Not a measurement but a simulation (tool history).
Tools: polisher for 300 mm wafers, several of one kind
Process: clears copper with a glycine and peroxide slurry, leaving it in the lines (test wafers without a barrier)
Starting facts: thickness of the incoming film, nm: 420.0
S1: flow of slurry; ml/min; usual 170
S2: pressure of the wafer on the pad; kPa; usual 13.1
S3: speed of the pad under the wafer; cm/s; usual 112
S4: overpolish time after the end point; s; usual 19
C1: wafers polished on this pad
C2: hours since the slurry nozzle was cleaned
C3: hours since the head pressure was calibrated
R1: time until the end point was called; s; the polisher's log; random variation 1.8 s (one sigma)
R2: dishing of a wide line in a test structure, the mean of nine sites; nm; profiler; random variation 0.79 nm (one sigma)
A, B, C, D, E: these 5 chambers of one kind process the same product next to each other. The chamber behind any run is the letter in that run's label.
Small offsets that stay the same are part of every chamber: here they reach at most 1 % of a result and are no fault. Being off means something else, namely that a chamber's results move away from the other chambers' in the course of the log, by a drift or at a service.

run	hour	S1	S2	S3	S4	C1	C2	C3	R1	R2
1D	9.2	170	13.1	112	19	537	536.5	227.3	91.370	38.171
2E	19.1	170	13.1	112	19	176	56.1	82.5	94.271	39.381
3C	29.1	170	13.1	112	19	658	262.3	365.5	94.831	38.898
# hour 39.2: chamber A: worn pad replaced by a new one
4B	41.8	170	13.1	112	19	646	350.9	211.8	97.878	38.887
5A	49.4	170	13.1	112	19	49	220.8	202.8	91.993	39.085
# hour 58.3: chamber C: worn pad replaced by a new one
6A	60.2	170	13.1	112	19	102	231.6	213.6	92.596	37.236
7D	70.5	170	13.1	112	19	835	597.8	288.6	94.187	37.936
8E	79.0	170	13.1	112	19	467	116.0	142.4	88.769	38.584
9B	85.0	170	13.1	112	19	856	394.1	255.0	96.097	38.548
# hour 97.0: chamber D: worn pad replaced by a new one
10C	97.4	170	13.1	112	19	190	330.6	433.8	89.241	38.743
11A	103.2	170	13.1	112	19	311	274.6	256.6	90.121	38.655
# hour 111.2: chamber D: slurry nozzle cleaned
12B	115.2	170	13.1	112	19	1003	424.3	285.2	97.919	37.208
13E	126.0	170	13.1	112	19	696	163.0	189.4	94.555	37.953
# hour 130.2: chamber C: slurry nozzle cleaned
14C	137.3	170	13.1	112	19	384	7.2	473.7	93.163	38.414
15D	147.5	170	13.1	112	19	245	36.3	365.6	93.620	39.189
# hour 149.1: chamber B: worn pad replaced by a new one
16D	156.9	170	13.1	112	19	291	45.7	375.0	97.051	38.947
# hour 161.2: chamber B: slurry nozzle cleaned
17C	165.6	170	13.1	112	19	521	35.5	502.0	91.165	39.067
18E	178.5	170	13.1	112	19	951	215.5	241.9	91.241	39.475
19B	184.4	170	13.1	112	19	171	23.3	354.4	94.716	37.277
# hour 193.1: chamber C: worn pad replaced by a new one
20A	193.5	170	13.1	112	19	750	364.9	346.9	94.353	39.155
# hour 194.0: chamber E: worn pad replaced by a new one
# hour 197.8: chamber A: slurry nozzle cleaned
21D	202.7	170	13.1	112	19	514	91.5	420.8	93.398	37.751
22C	210.9	170	13.1	112	19	86	80.8	547.3	95.924	38.598
23E	218.5	170	13.1	112	19	119	255.5	281.9	95.349	38.942
24A	230.7	170	13.1	112	19	930	33.0	384.1	93.142	38.961
25B	242.1	170	13.1	112	19	452	81.0	412.1	93.378	38.314
26E	249.1	135	13.1	112	13	268	286.1	312.5	97.249	29.882
27A	258.9	135	13.1	112	13	1068	61.2	412.3	98.020	30.047
28B	268.3	135	13.1	112	13	579	107.2	438.3	97.231	30.898
29D	277.5	135	13.1	112	13	877	166.3	495.6	96.982	30.816
30C	284.5	135	13.1	112	13	444	154.4	620.9	98.365	31.199
31A	292.1	170	13.1	112	19	1229	94.4	445.5	90.806	38.166
32D	302.3	170	13.1	112	19	998	191.1	520.4	95.229	37.852
33B	308.8	170	13.1	112	19	776	147.7	478.8	91.680	38.315
34E	317.9	170	13.1	112	19	602	354.9	381.3	89.988	39.452

Predict what each chamber gives when all 5 of them run the settings below next.
35A	327.4	170	13.1	112	19				?	?
35B	327.4	170	13.1	112	19				?	?
35C	327.4	170	13.1	112	19				?	?
35D	327.4	170	13.1	112	19				?	?
35E	327.4	170	13.1	112	19				?	?

run	R1	R2
35A	93.058	38.801
35B	93.256	38.107
35C	91.852	38.434
35D	92.664	38.381
35E	94.466	38.676
